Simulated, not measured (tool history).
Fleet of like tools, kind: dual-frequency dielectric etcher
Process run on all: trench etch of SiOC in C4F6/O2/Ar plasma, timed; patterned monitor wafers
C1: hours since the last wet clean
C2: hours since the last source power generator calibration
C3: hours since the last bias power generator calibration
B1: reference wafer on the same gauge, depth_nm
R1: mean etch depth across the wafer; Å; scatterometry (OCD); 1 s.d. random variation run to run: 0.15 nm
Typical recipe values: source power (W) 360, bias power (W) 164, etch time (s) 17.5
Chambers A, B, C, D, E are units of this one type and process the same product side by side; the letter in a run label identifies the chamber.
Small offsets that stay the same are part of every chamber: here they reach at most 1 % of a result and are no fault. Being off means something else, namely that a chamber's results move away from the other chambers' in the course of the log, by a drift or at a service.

run 1E hour=9.8 | source_power_(W)=360 bias_power_(W)=164 etch_time_(s)=17.5 | C1=229.3 C2=1298.5 C3=827.7 | B1=31.768 | R1=340.94
-- hour=12.9 chamber B: wet clean of the chamber
run 2D hour=21.1 | source_power_(W)=360 bias_power_(W)=164 etch_time_(s)=17.5 | C1=34.4 C2=2779.4 C3=372.5 | B1=31.806 | R1=335.76
run 3A hour=29.6 | source_power_(W)=360 bias_power_(W)=164 etch_time_(s)=17.5 | C1=37.7 C2=2402.1 C3=331.5 | B1=31.811 | R1=335.26
run 4C hour=37.9 | source_power_(W)=360 bias_power_(W)=164 etch_time_(s)=17.5 | C1=92.0 C2=2524.0 C3=2031.0 | B1=31.801 | R1=336.66
run 5B hour=50.1 | source_power_(W)=360 bias_power_(W)=145 etch_time_(s)=13.5 | C1=37.3 C2=3432.0 C3=146.1 | B1=31.810 | R1=249.66
run 6C hour=59.8 | source_power_(W)=360 bias_power_(W)=145 etch_time_(s)=13.5 | C1=113.9 C2=2545.9 C3=2052.9 | B1=31.804 | R1=252.17
run 7E hour=73.2 | source_power_(W)=360 bias_power_(W)=145 etch_time_(s)=13.5 | C1=292.7 C2=1361.9 C3=891.1 | B1=31.795 | R1=252.00
run 8D hour=82.6 | source_power_(W)=360 bias_power_(W)=145 etch_time_(s)=13.5 | C1=95.9 C2=2840.9 C3=434.0 | B1=31.779 | R1=248.64
run 9A hour=92.2 | source_power_(W)=360 bias_power_(W)=145 etch_time_(s)=13.5 | C1=100.3 C2=2464.7 C3=394.1 | B1=31.814 | R1=250.97
-- hour=97.9 chamber A: source power generator calibrated
run 10B hour=101.6 | source_power_(W)=360 bias_power_(W)=164 etch_time_(s)=17.5 | C1=88.8 C2=3483.5 C3=197.6 | B1=31.756 | R1=334.53
run 11D hour=107.9 | source_power_(W)=360 bias_power_(W)=164 etch_time_(s)=19.0 | C1=121.2 C2=2866.2 C3=459.3 | B1=31.821 | R1=365.23
run 12E hour=114.3 | source_power_(W)=360 bias_power_(W)=164 etch_time_(s)=19.0 | C1=333.8 C2=1403.0 C3=932.2 | B1=31.846 | R1=370.00
run 13A hour=121.4 | source_power_(W)=360 bias_power_(W)=164 etch_time_(s)=19.0 | C1=129.5 C2=23.6 C3=423.3 | B1=31.793 | R1=363.66
run 14C hour=134.5 | source_power_(W)=360 bias_power_(W)=164 etch_time_(s)=19.0 | C1=188.6 C2=2620.6 C3=2127.6 | B1=31.766 | R1=363.13
run 15B hour=147.2 | source_power_(W)=360 bias_power_(W)=164 etch_time_(s)=19.0 | C1=134.4 C2=3529.1 C3=243.2 | B1=31.755 | R1=364.77
run 16C hour=154.5 | source_power_(W)=360 bias_power_(W)=164 etch_time_(s)=17.5 | C1=208.6 C2=2640.6 C3=2147.6 | B1=31.832 | R1=336.56
run 17A hour=162.2 | source_power_(W)=360 bias_power_(W)=138 etch_time_(s)=14.5 | C1=170.3 C2=64.4 C3=464.1 | B1=31.810 | R1=265.68
run 18E hour=168.5 | source_power_(W)=360 bias_power_(W)=138 etch_time_(s)=14.5 | C1=388.0 C2=1457.2 C3=986.4 | B1=31.829 | R1=269.13
run 19D hour=175.8 | source_power_(W)=360 bias_power_(W)=138 etch_time_(s)=14.5 | C1=189.1 C2=2934.1 C3=527.2 | B1=31.812 | R1=264.47
run 20B hour=184.8 | source_power_(W)=360 bias_power_(W)=138 etch_time_(s)=14.5 | C1=172.0 C2=3566.7 C3=280.8 | B1=31.828 | R1=265.93
-- hour=186.0 chamber D: source power generator calibrated
run 21B hour=191.7 | source_power_(W)=360 bias_power_(W)=138 etch_time_(s)=14.5 | C1=178.9 C2=3573.6 C3=287.7 | B1=31.805 | R1=265.42
run 22C hour=200.1 | source_power_(W)=360 bias_power_(W)=164 etch_time_(s)=17.5 | C1=254.2 C2=2686.2 C3=2193.2 | B1=31.787 | R1=337.28
run 23D hour=213.3 | source_power_(W)=360 bias_power_(W)=164 etch_time_(s)=17.5 | C1=226.6 C2=27.3 C3=564.7 | B1=31.804 | R1=334.44
run 24A hour=222.4 | source_power_(W)=360 bias_power_(W)=164 etch_time_(s)=17.5 | C1=230.5 C2=124.6 C3=524.3 | B1=31.819 | R1=338.96
run 25E hour=234.6 | source_power_(W)=360 bias_power_(W)=164 etch_time_(s)=17.5 | C1=454.1 C2=1523.3 C3=1052.5 | B1=31.799 | R1=339.80
run 26D hour=244.7 | source_power_(W)=360 bias_power_(W)=164 etch_time_(s)=17.5 | C1=258.0 C2=58.7 C3=596.1 | B1=31.845 | R1=336.00
run 27A hour=252.8 | source_power_(W)=360 bias_power_(W)=130 etch_time_(s)=20.5 | C1=260.9 C2=155.0 C3=554.7 | B1=31.824 | R1=368.50
run 28E hour=259.5 | source_power_(W)=360 bias_power_(W)=130 etch_time_(s)=20.5 | C1=479.0 C2=1548.2 C3=1077.4 | B1=31.779 | R1=369.06
run 29C hour=267.9 | source_power_(W)=360 bias_power_(W)=130 etch_time_(s)=20.5 | C1=322.0 C2=2754.0 C3=2261.0 | B1=31.809 | R1=367.39
run 30B hour=277.5 | source_power_(W)=360 bias_power_(W)=130 etch_time_(s)=20.5 | C1=264.7 C2=3659.4 C3=373.5 | B1=31.805 | R1=367.66
run 31B hour=291.1 | source_power_(W)=360 bias_power_(W)=130 etch_time_(s)=20.5 | C1=278.3 C2=3673.0 C3=387.1 | B1=31.833 | R1=368.83
run 32C hour=297.0 | source_power_(W)=360 bias_power_(W)=164 etch_time_(s)=17.5 | C1=351.1 C2=2783.1 C3=2290.1 | B1=31.780 | R1=335.86
run 33E hour=304.3 | source_power_(W)=360 bias_power_(W)=138 etch_time_(s)=17.5 | C1=523.8 C2=1593.0 C3=1122.2 | B1=31.814 | R1=323.54
run 34D hour=312.8 | source_power_(W)=360 bias_power_(W)=138 etch_time_(s)=17.5 | C1=326.1 C2=126.8 C3=664.2 | B1=31.847 | R1=317.93

Has any chamber moved away from the others, gradually or after a service, or does the common gauge drift, or do the chambers differ only by their own small steady offsets? State the chamber and the most likely cause if one applies.

No chamber is off and the gauge is stable; the differences are just each chamber's small, constant offset.
